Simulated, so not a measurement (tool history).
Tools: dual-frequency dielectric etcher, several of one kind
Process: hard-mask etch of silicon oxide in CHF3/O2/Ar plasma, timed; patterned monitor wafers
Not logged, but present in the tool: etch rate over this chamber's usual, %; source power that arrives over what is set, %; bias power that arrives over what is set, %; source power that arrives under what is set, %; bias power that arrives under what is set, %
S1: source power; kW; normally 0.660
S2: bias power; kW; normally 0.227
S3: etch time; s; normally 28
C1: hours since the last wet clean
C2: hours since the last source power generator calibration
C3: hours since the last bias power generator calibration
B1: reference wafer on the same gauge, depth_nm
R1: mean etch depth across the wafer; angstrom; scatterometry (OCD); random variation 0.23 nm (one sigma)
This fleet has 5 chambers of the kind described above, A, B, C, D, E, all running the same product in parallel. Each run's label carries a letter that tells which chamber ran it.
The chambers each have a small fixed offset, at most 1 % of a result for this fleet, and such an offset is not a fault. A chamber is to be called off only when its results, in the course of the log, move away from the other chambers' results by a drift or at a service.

{"run": "1C", "day": 0.15, "S1": 0.66, "S2": 0.227, "S3": 28, "C1": 469.5, "C2": 1009.0, "C3": 335.8, "B1": 67.682, "R1": 623.34}
{"run": "2B", "day": 0.317, "S1": 0.66, "S2": 0.227, "S3": 28, "C1": 397.0, "C2": 3247.5, "C3": 1924.5, "B1": 67.696, "R1": 618.81}
{"run": "3D", "day": 0.404, "S1": 0.66, "S2": 0.227, "S3": 28, "C1": 215.5, "C2": 1261.8, "C3": 1949.1, "B1": 67.722, "R1": 618.23}
{"run": "4A", "day": 0.55, "S1": 0.66, "S2": 0.227, "S3": 28, "C1": 31.2, "C2": 236.8, "C3": 1280.3, "B1": 67.7, "R1": 618.3}
{"day": 0.654, "done": "chamber C: wet clean of the chamber"}
{"run": "5E", "day": 0.662, "S1": 0.66, "S2": 0.227, "S3": 28, "C1": 109.6, "C2": 664.0, "C3": 166.9, "B1": 67.726, "R1": 622.34}
{"run": "6E", "day": 0.783, "S1": 0.66, "S2": 0.227, "S3": 28, "C1": 112.5, "C2": 666.9, "C3": 169.8, "B1": 67.709, "R1": 621.55}
{"run": "7D", "day": 0.946, "S1": 0.66, "S2": 0.227, "S3": 28, "C1": 228.5, "C2": 1274.8, "C3": 1962.1, "B1": 67.699, "R1": 624.32}
{"run": "8A", "day": 1.129, "S1": 0.66, "S2": 0.227, "S3": 28, "C1": 45.1, "C2": 250.7, "C3": 1294.2, "B1": 67.668, "R1": 622.96}
{"run": "9B", "day": 1.267, "S1": 0.66, "S2": 0.227, "S3": 28, "C1": 419.8, "C2": 3270.3, "C3": 1947.3, "B1": 67.674, "R1": 622.83}
{"run": "10C", "day": 1.421, "S1": 0.66, "S2": 0.227, "S3": 28, "C1": 18.5, "C2": 1039.5, "C3": 366.3, "B1": 67.703, "R1": 620.86}
{"run": "11D", "day": 1.554, "S1": 0.66, "S2": 0.227, "S3": 28, "C1": 243.1, "C2": 1289.4, "C3": 1976.7, "B1": 67.727, "R1": 623.02}
{"day": 1.658, "done": "chamber B: wet clean of the chamber"}
{"run": "12C", "day": 1.708, "S1": 0.66, "S2": 0.227, "S3": 28, "C1": 25.4, "C2": 1046.4, "C3": 373.2, "B1": 67.711, "R1": 624.57}
{"run": "13B", "day": 1.838, "S1": 0.66, "S2": 0.227, "S3": 28, "C1": 4.3, "C2": 3284.0, "C3": 1961.0, "B1": 67.728, "R1": 653.63}
{"run": "14E", "day": 1.946, "S1": 0.66, "S2": 0.227, "S3": 28, "C1": 140.4, "C2": 694.8, "C3": 197.7, "B1": 67.673, "R1": 619.74}
{"run": "15A", "day": 2.1, "S1": 0.66, "S2": 0.281, "S3": 28, "C1": 68.4, "C2": 274.0, "C3": 1317.5, "B1": 67.785, "R1": 672.02}
{"run": "16E", "day": 2.221, "S1": 0.66, "S2": 0.281, "S3": 28, "C1": 147.0, "C2": 701.4, "C3": 204.3, "B1": 67.664, "R1": 674.02}
{"run": "17C", "day": 2.321, "S1": 0.66, "S2": 0.281, "S3": 28, "C1": 40.1, "C2": 1061.1, "C3": 387.9, "B1": 67.705, "R1": 667.91}
{"run": "18B", "day": 2.458, "S1": 0.66, "S2": 0.281, "S3": 28, "C1": 19.2, "C2": 3298.9, "C3": 1975.9, "B1": 67.67, "R1": 703.85}
{"run": "19A", "day": 2.6, "S1": 0.66, "S2": 0.281, "S3": 28, "C1": 80.4, "C2": 286.0, "C3": 1329.5, "B1": 67.671, "R1": 667.6}
{"run": "20D", "day": 2.775, "S1": 0.55, "S2": 0.227, "S3": 28, "C1": 272.4, "C2": 1318.7, "C3": 2006.0, "B1": 67.666, "R1": 579.12}
{"run": "21A", "day": 2.967, "S1": 0.55, "S2": 0.227, "S3": 28, "C1": 89.2, "C2": 294.8, "C3": 1338.3, "B1": 67.689, "R1": 583.03}
{"run": "22D", "day": 3.15, "S1": 0.55, "S2": 0.227, "S3": 28, "C1": 281.4, "C2": 1327.7, "C3": 2015.0, "B1": 67.771, "R1": 577.45}
{"run": "23E", "day": 3.279, "S1": 0.55, "S2": 0.227, "S3": 28, "C1": 172.4, "C2": 726.8, "C3": 229.7, "B1": 67.751, "R1": 580.03}
{"run": "24B", "day": 3.454, "S1": 0.55, "S2": 0.227, "S3": 28, "C1": 43.1, "C2": 3322.8, "C3": 1999.8, "B1": 67.625, "R1": 614.72}
{"run": "25C", "day": 3.571, "S1": 0.66, "S2": 0.227, "S3": 28, "C1": 70.1, "C2": 1091.1, "C3": 417.9, "B1": 67.712, "R1": 627.96}
{"run": "26D", "day": 3.712, "S1": 0.66, "S2": 0.227, "S3": 28, "C1": 294.9, "C2": 1341.2, "C3": 2028.5, "B1": 67.733, "R1": 613.67}
{"run": "27B", "day": 3.85, "S1": 0.66, "S2": 0.227, "S3": 28, "C1": 52.6, "C2": 3332.3, "C3": 2009.3, "B1": 67.713, "R1": 653.6}
{"run": "28E", "day": 3.983, "S1": 0.66, "S2": 0.177, "S3": 28, "C1": 189.3, "C2": 743.7, "C3": 246.6, "B1": 67.713, "R1": 571.2}
{"run": "29A", "day": 4.075, "S1": 0.66, "S2": 0.177, "S3": 28, "C1": 115.8, "C2": 321.4, "C3": 1364.9, "B1": 67.633, "R1": 572.61}
{"run": "30C", "day": 4.238, "S1": 0.66, "S2": 0.177, "S3": 28, "C1": 86.1, "C2": 1107.1, "C3": 433.9, "B1": 67.652, "R1": 571.72}
{"run": "31B", "day": 4.354, "S1": 0.66, "S2": 0.177, "S3": 28, "C1": 64.7, "C2": 3344.4, "C3": 2021.4, "B1": 67.657, "R1": 600.55}
{"run": "32D", "day": 4.446, "S1": 0.66, "S2": 0.177, "S3": 28, "C1": 312.5, "C2": 1358.8, "C3": 2046.1, "B1": 67.687, "R1": 565.98}
{"run": "33A", "day": 4.617, "S1": 0.66, "S2": 0.227, "S3": 28, "C1": 128.8, "C2": 334.4, "C3": 1377.9, "B1": 67.708, "R1": 621.23}
{"run": "34E", "day": 4.8, "S1": 0.66, "S2": 0.227, "S3": 28, "C1": 208.9, "C2": 763.3, "C3": 266.2, "B1": 67.701, "R1": 627.95}
{"run": "35C", "day": 4.967, "S1": 0.66, "S2": 0.227, "S3": 28, "C1": 103.6, "C2": 1124.6, "C3": 451.4, "B1": 67.677, "R1": 625.25}

Which is it: a chamber that has drifted or been left off by a service, a gauge drift common to all chambers, or only each chamber's usual small offset? If a chamber is off, name it and its likeliest cause.

A service left chamber B off against the others.
Most likely cause: etch rate over this chamber's usual, % = 5.3.

Below are 4 candidate recipes for chamber B's next run, each the usual settings with a change, their results shown as question marks. Which of them brings B's results back in line with what the other chambers give on the usual settings?
In line means no further than this from the other chambers' mean on the usual settings: R1 8.10 angstrom
{"run": "36B-1", "day": 5.104, "S1": 0.55, "S2": 0.227, "S3": 28, "R1": "?"}
{"run": "36B-2", "day": 5.104, "S1": 0.65, "S2": 0.225, "S3": 27, "R1": "?"}
{"run": "36B-3", "day": 5.104, "S1": 0.67, "S2": 0.229, "S3": 29, "R1": "?"}
{"run": "36B-4", "day": 5.104, "S1": 0.73, "S2": 0.25, "S3": 28, "R1": "?"}

Mean of the other chambers on the usual settings: R1 622.20 angstrom
run=36B-1 R1=608.12
run=36B-2 R1=623.25
run=36B-3 R1=681.43
run=36B-4 R1=701.18
The right change is 36B-2: it brings the chamber back within the allowed miss of the others.
